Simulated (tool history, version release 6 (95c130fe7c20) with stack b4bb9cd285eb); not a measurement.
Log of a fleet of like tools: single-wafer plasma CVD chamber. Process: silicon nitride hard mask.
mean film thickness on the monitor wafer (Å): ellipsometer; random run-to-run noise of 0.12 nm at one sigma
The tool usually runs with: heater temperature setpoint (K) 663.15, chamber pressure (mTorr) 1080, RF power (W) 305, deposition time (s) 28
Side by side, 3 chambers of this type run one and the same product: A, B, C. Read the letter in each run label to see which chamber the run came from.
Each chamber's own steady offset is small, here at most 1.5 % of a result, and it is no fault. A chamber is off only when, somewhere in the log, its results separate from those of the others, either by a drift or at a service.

run   hour  heater temperature setpoint (K)  chamber pressure (mTorr)  RF power (W)  deposition time (s)  hours since the last thermocouple change  hours since the last RF generator calibration  hours since the last manometer calibration  read-back reference wafer on the same gauge, thickness_nm  mean film thickness on the monitor wafer (Å)
 1A    4.9                           663.15                      1080           305                   28                                     373.9                                         1656.9                                       552.9                                                     25.615                                         284.6
       8.3  -- chamber C: thermocouple changed; heater temperature recalibrated
 2B   10.4                           663.15                      1080           305                   28                                     628.7                                           30.9                                       974.4                                                     25.596                                        291.01
 3C   15.8                           663.15                      1080           305                   28                                       7.5                                         1832.2                                      1026.7                                                     25.612                                        288.37
 4A   18.7                           663.15                      1080           305                   28                                     387.7                                         1670.7                                       566.7                                                     25.597                                        286.79
 5B   24.4                           663.15                      1080           305                   28                                     642.7                                           44.9                                       988.4                                                     25.593                                        289.35
 6C   29.1                           663.15                      1320           305                 24.5                                      20.8                                         1845.5                                        1040                                                     25.578                                        270.98
 7A   33.7                           663.15                      1320           305                 24.5                                     402.7                                         1685.7                                       581.7                                                     25.587                                        266.41
 8B   36.2                           663.15                      1320           305                 24.5                                     654.5                                           56.7                                      1000.2                                                     25.596                                        271.53
 9C     41                           663.15                      1080           305                   28                                      32.7                                         1857.4                                      1051.9                                                     25.595                                        290.33
10A     45                           663.15                      1080           305                   28                                       414                                           1697                                         593                                                     25.587                                        285.64
11C   47.8                           663.15                      1080           305                   28                                      39.5                                         1864.2                                      1058.7                                                     25.622                                        288.72
12B   51.5                           663.15                      1080           305                   28                                     669.8                                             72                                      1015.5                                                     25.608                                        290.88
13A   57.2                           663.15                      1080           305                   28                                     426.2                                         1709.2                                       605.2                                                     25.591                                        286.05
14B   60.1                           663.15                      1080           305                   28                                     678.4                                           80.6                                      1024.1                                                     25.617                                        289.56
15C   62.9                           663.15                      1080           305                   28                                      54.6                                         1879.3                                      1073.8                                                     25.581                                        290.45
16B     68                           663.15                      1080           305                   28                                     686.3                                           88.5                                        1032                                                     25.595                                        288.58
17C   71.3                           663.15                      1080           305                   28                                        63                                         1887.7                                      1082.2                                                     25.614                                        290.49
18A   75.1                           663.15                      1080           305                   28                                     444.1                                         1727.1                                       623.1                                                     25.611                                        286.83
      76.6  -- chamber C: RF generator calibrated
19B   79.5                           663.15                      1080           305                   28                                     697.8                                            100                                      1043.5                                                     25.602                                        289.31
20A   83.3                           663.15                      1080           305                   28                                     452.3                                         1735.3                                       631.3                                                     25.624                                        286.31
21C   87.5                           663.15                      1080           305                   28                                      79.2                                           10.9                                      1098.4                                                     25.575                                        291.68
      88.4  -- chamber A: RF generator calibrated
22A   90.3                           663.15                      1080           305                   28                                     459.3                                              2                                       638.3                                                     25.587                                        287.43
23B   94.6                           663.15                      1080           305                   28                                     712.9                                          115.1                                      1058.6                                                     25.583                                        288.62
24C   98.5                           663.15                      1080           305                   28                                      90.2                                           21.9                                      1109.4                                                     25.572                                        290.18
25B  104.1                           663.15                      1080           305                   28                                     722.4                                          124.6                                      1068.1                                                     25.583                                         291.3
26A  108.8                           663.15                      1080           305                   28                                     477.8                                           20.5                                       656.8                                                     25.583                                         286.6
27C    113                           656.15                      1080           305                   28                                     104.7                                           36.4                                      1123.9                                                     25.636                                        291.14
28B  117.9                           656.15                      1080           305                   28                                     736.2                                          138.4                                      1081.9                                                     25.572                                        289.89
29A  122.9                           656.15                      1080           305                   28                                     491.9                                           34.6                                       670.9                                                     25.592                                        287.07

Is one chamber off against the others, does the gauge drift, or is nothing wrong? If a chamber is off, say which, and what the likeliest cause is.

No chamber is off and the gauge is stable; the differences are just each chamber's small, constant offset.

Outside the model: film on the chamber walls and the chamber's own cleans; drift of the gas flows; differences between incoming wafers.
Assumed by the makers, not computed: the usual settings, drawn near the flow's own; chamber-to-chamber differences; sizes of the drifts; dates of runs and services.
